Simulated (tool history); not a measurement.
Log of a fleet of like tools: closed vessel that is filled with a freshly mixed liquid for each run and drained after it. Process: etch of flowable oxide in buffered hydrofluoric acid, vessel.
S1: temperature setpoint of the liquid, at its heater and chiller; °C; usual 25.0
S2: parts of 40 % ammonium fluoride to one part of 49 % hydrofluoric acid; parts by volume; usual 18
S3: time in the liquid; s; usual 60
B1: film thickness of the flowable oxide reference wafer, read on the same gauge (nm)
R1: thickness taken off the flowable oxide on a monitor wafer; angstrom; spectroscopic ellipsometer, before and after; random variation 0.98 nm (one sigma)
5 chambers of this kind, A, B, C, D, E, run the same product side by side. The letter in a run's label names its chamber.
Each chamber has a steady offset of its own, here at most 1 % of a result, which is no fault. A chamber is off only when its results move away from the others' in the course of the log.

{"run": "1A", "hour": 11.1, "S1": 25.0, "S2": 18, "S3": 60, "B1": 39.989, "R1": 1113.6}
{"run": "2D", "hour": 25.0, "S1": 25.0, "S2": 18, "S3": 60, "B1": 39.997, "R1": 1125.3}
{"run": "3B", "hour": 36.6, "S1": 25.0, "S2": 18, "S3": 60, "B1": 39.97, "R1": 1130.1}
{"run": "4C", "hour": 48.6, "S1": 25.0, "S2": 18, "S3": 60, "B1": 40.024, "R1": 1112.3}
{"run": "5E", "hour": 62.4, "S1": 25.0, "S2": 18, "S3": 60, "B1": 39.995, "R1": 1122.0}
{"run": "6A", "hour": 72.4, "S1": 21.5, "S2": 23, "S3": 60, "B1": 39.96, "R1": 750.21}
{"run": "7E", "hour": 78.7, "S1": 21.5, "S2": 23, "S3": 60, "B1": 39.994, "R1": 751.89}
{"run": "8C", "hour": 86.9, "S1": 21.5, "S2": 23, "S3": 60, "B1": 40.031, "R1": 781.39}
{"run": "9B", "hour": 94.8, "S1": 21.5, "S2": 23, "S3": 60, "B1": 39.968, "R1": 767.01}
{"run": "10D", "hour": 108.9, "S1": 21.5, "S2": 23, "S3": 60, "B1": 39.992, "R1": 773.34}
{"run": "11B", "hour": 120.7, "S1": 25.0, "S2": 18, "S3": 60, "B1": 39.998, "R1": 1123.6}
{"run": "12D", "hour": 128.3, "S1": 25.0, "S2": 18, "S3": 60, "B1": 40.023, "R1": 1137.1}
{"run": "13E", "hour": 142.6, "S1": 25.0, "S2": 18, "S3": 60, "B1": 40.027, "R1": 1120.7}
{"run": "14A", "hour": 157.0, "S1": 25.0, "S2": 18, "S3": 60, "B1": 40.009, "R1": 1127.6}
{"run": "15C", "hour": 165.1, "S1": 25.0, "S2": 18, "S3": 60, "B1": 39.979, "R1": 1167.8}
{"run": "16E", "hour": 176.7, "S1": 21.5, "S2": 14, "S3": 60, "B1": 39.991, "R1": 1171.7}
{"hour": 184.6, "done": "chamber B: hydrofluoric acid flow meter replaced"}
{"run": "17B", "hour": 186.5, "S1": 21.5, "S2": 14, "S3": 60, "B1": 40.013, "R1": 1204.0}
{"run": "18A", "hour": 196.1, "S1": 21.5, "S2": 14, "S3": 60, "B1": 40.021, "R1": 1191.4}
{"hour": 208.1, "done": "chamber A: hydrofluoric acid flow meter replaced"}
{"run": "19D", "hour": 208.5, "S1": 21.5, "S2": 14, "S3": 60, "B1": 39.988, "R1": 1175.3}
{"run": "20C", "hour": 219.1, "S1": 21.5, "S2": 14, "S3": 60, "B1": 40.006, "R1": 1243.3}
{"run": "21E", "hour": 231.2, "S1": 25.0, "S2": 18, "S3": 60, "B1": 40.029, "R1": 1126.8}
{"run": "22A", "hour": 241.6, "S1": 25.0, "S2": 18, "S3": 60, "B1": 40.016, "R1": 1123.6}
{"run": "23C", "hour": 253.5, "S1": 25.0, "S2": 18, "S3": 60, "B1": 40.016, "R1": 1204.4}
{"run": "24B", "hour": 267.9, "S1": 25.0, "S2": 18, "S3": 60, "B1": 40.023, "R1": 1120.5}
{"run": "25D", "hour": 278.7, "S1": 25.0, "S2": 18, "S3": 60, "B1": 40.01, "R1": 1131.2}
{"run": "26C", "hour": 291.6, "S1": 25.0, "S2": 18, "S3": 60, "B1": 40.003, "R1": 1219.6}
{"hour": 300.7, "done": "chamber A: thermometer replaced"}
{"run": "27E", "hour": 303.3, "S1": 25.0, "S2": 18, "S3": 60, "B1": 40.005, "R1": 1117.3}
{"run": "28B", "hour": 310.6, "S1": 25.0, "S2": 18, "S3": 60, "B1": 40.014, "R1": 1119.1}
{"run": "29A", "hour": 324.1, "S1": 25.0, "S2": 18, "S3": 70, "B1": 39.998, "R1": 1283.5}
{"run": "30D", "hour": 334.7, "S1": 25.0, "S2": 18, "S3": 70, "B1": 40.03, "R1": 1315.5}
{"run": "31D", "hour": 345.7, "S1": 25.0, "S2": 18, "S3": 70, "B1": 39.992, "R1": 1322.9}
{"run": "32B", "hour": 355.9, "S1": 25.0, "S2": 18, "S3": 70, "B1": 39.988, "R1": 1326.2}

Is one chamber off against the others, does the gauge drift, or is nothing wrong? If a chamber is off, say which, and what the likeliest cause is.

Chamber C drifts away from the others.
Cause: liquid hotter than its thermometer reads (K) = 1.58.
The log may not tell that from: hydrofluoric acid flow above the setpoint (%).

Here are 4 candidates for chamber C's next run, each the usual settings with a change, their results left as question marks. Which one brings its results back in line with what the others give on the usual settings?
In line means no further than this from the other chambers' mean on the usual settings: R1 35.00 angstrom
{"run": "33C-1", "hour": 366.4, "S1": 25.0, "S2": 20.0, "S3": 60, "R1": "?"}
{"run": "33C-2", "hour": 366.4, "S1": 25.0, "S2": 22.5, "S3": 60, "R1": "?"}
{"run": "33C-3", "hour": 366.4, "S1": 25.0, "S2": 16.5, "S3": 60, "R1": "?"}
{"run": "33C-4", "hour": 366.4, "S1": 26.0, "S2": 15.5, "S3": 60, "R1": "?"}

The other chambers' mean on the usual settings: R1 1124.20 angstrom
run=33C-1 R1=1104.50
run=33C-2 R1=1016.40
run=33C-3 R1=1333.10
run=33C-4 R1=1494.10
33C-1 brings the chamber back in line.
